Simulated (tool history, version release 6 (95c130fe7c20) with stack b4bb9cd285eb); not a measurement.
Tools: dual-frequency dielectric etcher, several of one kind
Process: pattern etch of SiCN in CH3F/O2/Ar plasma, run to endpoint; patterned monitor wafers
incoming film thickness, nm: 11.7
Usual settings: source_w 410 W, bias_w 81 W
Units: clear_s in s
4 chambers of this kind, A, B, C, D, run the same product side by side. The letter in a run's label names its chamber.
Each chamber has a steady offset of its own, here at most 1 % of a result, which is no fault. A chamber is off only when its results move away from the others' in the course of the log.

At hour 0.8: chamber B: wet clean of the chamber.
Run 1B, hour 5.5: usual settings. Result: clear_s 29.747 s.
Run 2D, hour 13.5: usual settings. Result: clear_s 29.746 s.
Run 3C, hour 23.9: usual settings. Result: clear_s 29.517 s.
Run 4A, hour 32.8: usual settings. Result: clear_s 29.762 s.
Run 5C, hour 42.4: usual settings. Result: clear_s 29.248 s.
Run 6D, hour 51.1: usual settings. Result: clear_s 29.652 s.
Run 7B, hour 59.7: usual settings. Result: clear_s 29.834 s.
Run 8A, hour 69.0: usual settings but source_w 360 W, bias_w 90 W. Result: clear_s 29.976 s.
Run 9A, hour 78.4: usual settings but source_w 360 W, bias_w 90 W. Result: clear_s 29.978 s.
Run 10D, hour 90.6: usual settings but source_w 360 W, bias_w 90 W. Result: clear_s 30.082 s.
Run 11C, hour 100.6: usual settings but source_w 360 W, bias_w 90 W. Result: clear_s 29.797 s.
Run 12B, hour 108.1: usual settings but source_w 360 W, bias_w 88 W. Result: clear_s 30.305 s.
Run 13A, hour 118.6: usual settings but source_w 360 W, bias_w 88 W. Result: clear_s 30.078 s.
At hour 126.4: chamber A: wet clean of the chamber.
Run 14D, hour 129.1: usual settings but source_w 360 W, bias_w 88 W. Result: clear_s 30.525 s.
Run 15C, hour 136.5: usual settings but source_w 360 W, bias_w 88 W. Result: clear_s 30.229 s.
Run 16B, hour 143.0: usual settings. Result: clear_s 29.882 s.
At hour 143.6: chamber D: wet clean of the chamber.
Run 17C, hour 155.0: usual settings. Result: clear_s 29.548 s.
Run 18D, hour 165.2: usual settings. Result: clear_s 29.841 s.
Run 19B, hour 172.8: usual settings. Result: clear_s 29.914 s.
Run 20A, hour 178.7: usual settings. Result: clear_s 30.831 s.
Run 21D, hour 187.9: usual settings. Result: clear_s 29.676 s.
Run 22B, hour 199.6: usual settings. Result: clear_s 29.926 s.
Run 23A, hour 210.3: usual settings. Result: clear_s 31.008 s.
Run 24C, hour 222.6: usual settings. Result: clear_s 29.677 s.
Run 25C, hour 229.3: usual settings. Result: clear_s 29.617 s.
Run 26D, hour 235.7: usual settings. Result: clear_s 29.734 s.
Run 27B, hour 243.1: usual settings. Result: clear_s 29.935 s.
Run 28A, hour 250.4: usual settings. Result: clear_s 30.972 s.
Run 29B, hour 261.4: usual settings. Result: clear_s 29.891 s.
Run 30A, hour 270.4: usual settings. Result: clear_s 31.165 s.
Run 31C, hour 282.8: usual settings. Result: clear_s 29.664 s.
Run 32D, hour 290.3: usual settings. Result: clear_s 29.928 s.
Run 33B, hour 302.3: usual settings but bias_w 72 W. Result: clear_s 31.101 s.
Run 34C, hour 308.0: usual settings but bias_w 72 W. Result: clear_s 30.692 s.

Next, every chamber runs the same settings. What will each give?
Run 35A, hour 317.1: usual settings but source_w 490 W. Result: clear_s ?.
Run 35B, hour 317.1: usual settings but source_w 490 W. Result: clear_s ?.
Run 35C, hour 317.1: usual settings but source_w 490 W. Result: clear_s ?.
Run 35D, hour 317.1: usual settings but source_w 490 W. Result: clear_s ?.

run  clear_s
35A   28.943
35B   27.975
35C   27.635
35D   28.046
